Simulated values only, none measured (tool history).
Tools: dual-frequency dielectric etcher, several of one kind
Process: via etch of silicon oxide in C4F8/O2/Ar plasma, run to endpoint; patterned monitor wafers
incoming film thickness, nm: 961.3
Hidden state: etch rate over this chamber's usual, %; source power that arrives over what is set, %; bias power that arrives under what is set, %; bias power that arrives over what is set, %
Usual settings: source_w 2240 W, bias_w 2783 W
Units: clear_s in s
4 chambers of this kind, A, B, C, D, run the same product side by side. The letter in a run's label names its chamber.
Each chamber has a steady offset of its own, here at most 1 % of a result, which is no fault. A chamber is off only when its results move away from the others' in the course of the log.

run,hour,source_w,bias_w,hours since the last wet clean,hours since the last source power generator calibration,hours since the last bias power generator calibration,clear_s
1D,5.5,2240,2783,154.6,742.9,1445.9,163.83
2B,10.4,2240,2783,460.9,1781.9,2550.0,163.02
3C,13.5,2240,2783,340.5,2018.1,1693.3,163.40
4A,19.0,2240,2783,313.8,2395.7,4359.7,164.28
5B,25.1,2240,2783,475.6,1796.6,2564.7,165.88
6D,29.0,2240,2783,178.1,766.4,1469.4,163.78
7C,32.2,2240,2783,359.2,2036.8,1712.0,162.99
8A,36.6,2240,2783,331.4,2413.3,4377.3,164.96
9C,40.2,2540,3413,367.2,2044.8,1720.0,146.72
10A,44.8,2540,3413,339.6,2421.5,4385.5,145.79
11D,51.2,2540,3413,200.3,788.6,1491.6,146.48
12B,54.7,2540,3413,505.2,1826.2,2594.3,147.11
# hour 56.5: chamber B: wet clean of the chamber
13B,59.1,2240,2783,2.7,1830.6,2598.7,164.74
# hour 60.1: chamber A: wet clean of the chamber
14A,63.7,1930,2783,3.6,2440.4,4404.4,174.65
15D,67.4,1930,2783,216.5,804.8,1507.8,174.73
16C,72.3,1930,2783,399.3,2076.9,1752.1,173.48
17B,76.3,1930,2783,19.9,1847.8,2615.9,174.03
18C,81.0,2240,2783,408.0,2085.6,1760.8,162.71
19D,84.9,2240,2783,234.0,822.3,1525.3,162.76
20A,88.5,2700,3192,28.4,2465.2,4429.2,145.96
21A,91.4,2700,3192,31.3,2468.1,4432.1,145.90
22C,94.6,2700,3192,421.6,2099.2,1774.4,144.89
23B,99.9,2700,3192,43.5,1871.4,2639.5,146.22
24D,106.4,2240,2783,255.5,843.8,1546.8,163.78
25C,111.7,2240,2783,438.7,2116.3,1791.5,162.95
26A,115.0,2240,2783,54.9,2491.7,4455.7,166.06
27B,120.6,2050,2241,64.2,1892.1,2660.2,181.00
28D,126.3,2050,2241,275.4,863.7,1566.7,178.90
29A,129.1,2050,2241,69.0,2505.8,4469.8,183.44
30B,132.8,2050,2241,76.4,1904.3,2672.4,184.18
31C,139.2,2240,2783,466.2,2143.8,1819.0,163.68
32D,143.1,2240,2783,292.2,880.5,1583.5,164.34

Is one chamber off against the others, does the gauge drift, or is nothing wrong? If a chamber is off, say which, and what the likeliest cause is.

No chamber stands off beyond its own small offset, and the gauge holds steady.
